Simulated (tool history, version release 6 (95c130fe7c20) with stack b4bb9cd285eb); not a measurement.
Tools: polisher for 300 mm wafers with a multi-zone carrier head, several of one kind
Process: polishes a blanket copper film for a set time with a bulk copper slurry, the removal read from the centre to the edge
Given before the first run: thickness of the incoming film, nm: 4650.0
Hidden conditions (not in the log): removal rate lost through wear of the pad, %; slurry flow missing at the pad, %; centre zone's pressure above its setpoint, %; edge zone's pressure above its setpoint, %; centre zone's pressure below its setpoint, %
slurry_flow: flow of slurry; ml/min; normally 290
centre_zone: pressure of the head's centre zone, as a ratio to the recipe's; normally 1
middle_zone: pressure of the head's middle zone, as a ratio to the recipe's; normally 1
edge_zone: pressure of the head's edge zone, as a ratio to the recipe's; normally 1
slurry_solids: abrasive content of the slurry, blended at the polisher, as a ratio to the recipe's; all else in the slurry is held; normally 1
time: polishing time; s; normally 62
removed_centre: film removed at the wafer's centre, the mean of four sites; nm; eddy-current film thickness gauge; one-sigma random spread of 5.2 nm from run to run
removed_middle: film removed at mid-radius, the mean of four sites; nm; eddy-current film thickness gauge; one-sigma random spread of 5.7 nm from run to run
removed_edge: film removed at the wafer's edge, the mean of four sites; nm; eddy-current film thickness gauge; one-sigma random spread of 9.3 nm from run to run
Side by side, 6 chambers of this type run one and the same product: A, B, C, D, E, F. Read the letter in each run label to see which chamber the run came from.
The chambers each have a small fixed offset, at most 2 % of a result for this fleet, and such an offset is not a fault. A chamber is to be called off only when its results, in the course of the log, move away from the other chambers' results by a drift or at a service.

run   hour  slurry_flow  centre_zone  middle_zone  edge_zone  slurry_solids  time  wafers polished on this pad  hours since the slurry nozzle was cleaned  hours since the centre zone pressure was calibrated  hours since the edge zone pressure was calibrated  removed_centre  removed_middle  removed_edge
       1.5  -- chamber B: slurry nozzle cleaned
         8  -- chamber B: worn pad replaced by a new one
 1F    8.9          290            1            1          1              1    62                          813                                        163                                                  498                                              140.3           671.8           672.7        655.89
        10  -- chamber E: worn pad replaced by a new one
      12.4  -- chamber E: slurry nozzle cleaned
      17.3  -- chamber D: worn pad replaced by a new one
 2D   19.4          290            1            1          1              1    62                           26                                      476.8                                                367.3                                              192.5          673.14           655.7        667.27
 3E   27.8          290            1            1          1              1    62                          219                                       15.4                                                678.8                                               57.6          669.53          670.48        673.48
        33  -- chamber F: worn pad replaced by a new one
      34.1  -- chamber A: worn pad replaced by a new one
      36.1  -- chamber C: worn pad replaced by a new one
 4B   36.9          290            1            1          1              1    62                          354                                       35.4                                                320.3                                              132.3          670.57          668.53        662.94
 5C   44.8          290            1            1          1              1    62                          107                                        230                                                202.3                                              181.3          672.75           669.5        655.77
 6A   54.7          290         1.05         0.89          1              1    62                          252                                      235.7                                                506.9                                             1109.1          713.44          597.86        664.94
      55.7  -- chamber F: slurry nozzle cleaned
        61  -- chamber D: slurry nozzle cleaned
      62.3  -- chamber B: worn pad replaced by a new one
 7C   64.8          290         1.05         0.89          1              1    62                          352                                        250                                                222.3                                              201.3          704.88          605.38        675.11
 8F   69.8          290         1.05         0.89          1              1    62                          451                                       14.1                                                558.9                                              201.2          713.74          591.97        689.05
 9D   74.8          290         1.05         0.89          1              1    62                          706                                       13.9                                                422.7                                              247.9           705.3          594.91         665.8
        80  -- chamber E: worn pad replaced by a new one
10E   84.2          290         1.05         0.89          1              1    62                           52                                       71.8                                                735.2                                                114          715.89          593.08        663.96
      85.5  -- chamber D: worn pad replaced by a new one
      90.2  -- chamber A: worn pad replaced by a new one
11B   91.7          290         1.05         0.89          1              1    62                          360                                       90.2                                                375.1                                              187.1          703.44          599.64        651.19
      94.6  -- chamber C: slurry nozzle cleaned
12A   96.7          290            1            1          1              1    62                           80                                      277.7                                                548.9                                             1151.1          665.23           668.9        663.18
13E  101.6          290            1            1          1              1    62                          265                                       89.2                                                752.6                                              131.4           683.2           673.5        666.25
     107.6  -- chamber F: worn pad replaced by a new one
14F  110.8          290            1            1          1              1    62                           40                                       55.1                                                599.9                                              242.2          668.88          676.11        681.12
     116.7  -- chamber C: worn pad replaced by a new one
     117.8  -- chamber E: centre zone pressure recalibrated
15C  119.5          255            1            1          1              1    42                           35                                         25                                                  277                                                256          445.19          447.75        441.73
16B  126.6          255            1            1          1              1    42                          788                                      125.1                                                  410                                                222          446.63          445.22        436.72
     130.7  -- chamber B: worn pad replaced by a new one
17A  137.2          255            1            1          1              1    42                          576                                      318.2                                                589.4                                             1191.6          447.92          446.59        449.98
     139.6  -- chamber A: edge zone pressure recalibrated
       143  -- chamber D: edge zone pressure recalibrated
18D  146.1          255            1            1          1              1    42                          743                                       85.2                                                  494                                                3.1           456.4          445.92        437.04
     147.2  -- chamber A: worn pad replaced by a new one
     152.6  -- chamber D: worn pad replaced by a new one
19E  155.2          255            1            1          1              1    42                          923                                      142.8                                                 37.5                                                185          412.52          448.45        446.81
     155.9  -- chamber E: worn pad replaced by a new one
20F  165.8          255            1            1          1              1    42                          714                                      110.1                                                654.9                                              297.2          447.43          448.05        459.59
21A  176.6          340            1            1          1              1    62                          360                                      357.6                                                628.8                                               37.1          673.71          680.24        685.83
22D  182.3          340            1            1          1              1    62                          364                                      121.4                                                530.2                                               39.3          705.98          669.84         672.6
       186  -- chamber F: worn pad replaced by a new one
23B  189.2          340            1            1          1              1    62                          717                                      187.7                                                472.6                                              284.6          681.15          681.79        672.88
     190.9  -- chamber C: edge zone pressure recalibrated
     194.2  -- chamber B: worn pad replaced by a new one
24C  200.1          340            1            1          1              1    62                         1023                                      105.6                                                357.6                                                9.3          684.54          688.63        678.24
     205.3  -- chamber A: worn pad replaced by a new one
     206.8  -- chamber C: worn pad replaced by a new one
25D  208.1          340            1            1          1              1    62                          680                                      147.2                                                  556                                               65.1          691.35          679.55        679.92
     210.1  -- chamber A: slurry nozzle cleaned
26C  214.2          340            1            1          1              1    62                           90                                      119.7                                                371.7                                               23.4          684.63          687.65        666.67
27B  221.4          290            1            1          1              1    70                          333                                      219.9                                                504.8                                              316.8          756.24          758.98        747.06
     222.8  -- chamber D: worn pad replaced by a new one
     229.9  -- chamber E: worn pad replaced by a new one
28F  232.4          290            1            1          1              1    70                          570                                      176.7                                                721.5                                              363.8          759.88          755.35        767.19
29A    243          290            1            1          1              1    70                          463                                       32.9                                                695.2                                              103.5          753.41          750.34        751.19
30E  250.2          290            1            1          1              1    70                          249                                      237.8                                                132.5                                                280          686.73          762.31        747.67
     253.2  -- chamber B: centre zone pressure recalibrated
     257.5  -- chamber F: worn pad replaced by a new one
31E  259.1          290            1            1          1              1    70                          359                                      246.7                                                141.4                                              288.9          699.28          762.24        743.09
       263  -- chamber B: worn pad replaced by a new one
     263.2  -- chamber F: slurry nozzle cleaned
32B  268.8          290            1            1          1              1    70                           71                                      267.3                                                 15.7                                              364.2          755.19          751.78        741.34
33D  275.2          290            1            1          1              1    62                          643                                      214.3                                                623.1                                              132.2           690.4          669.84         647.7
     275.4  -- chamber A: worn pad replaced by a new one
     280.6  -- chamber C: worn pad replaced by a new one
34F  284.5          290            1            1          1              1    62                          331                                       21.3                                                773.6                                              415.9          679.31          677.42        675.56
35A  290.1          290            1            1          1              1    62                          180                                         80                                                742.3                                              150.6          665.66          664.95        686.98
     299.3  -- chamber E: worn pad replaced by a new one
36C  300.8          290            1            1          1              1    62                          248                                      206.3                                                458.3                                                110          672.18          671.07        661.54
37E  311.4          290            1            1          1              1    62                          148                                        299                                                193.7                                              341.2           618.1          673.74        655.81

Next, every chamber runs the same settings. What will each give?
38A  319.4          290            1            1          1              1    62                                                                                                                                                                                               ?               ?             ?
38B  319.4          290            1            1          1              1    62                                                                                                                                                                                               ?               ?             ?
38C  319.4          290            1            1          1              1    62                                                                                                                                                                                               ?               ?             ?
38D  319.4          290            1            1          1              1    62                                                                                                                                                                                               ?               ?             ?
38E  319.4          290            1            1          1              1    62                                                                                                                                                                                               ?               ?             ?
38F  319.4          290            1            1          1              1    62                                                                                                                                                                                               ?               ?             ?

run  removed_centre  removed_middle  removed_edge
38A          656.24          663.29        690.41
38B          658.44          677.83        666.98
38C          663.96           675.9        652.19
38D          686.57          668.62        671.51
38E          622.72          664.13        650.33
38F          668.86          671.49        676.61
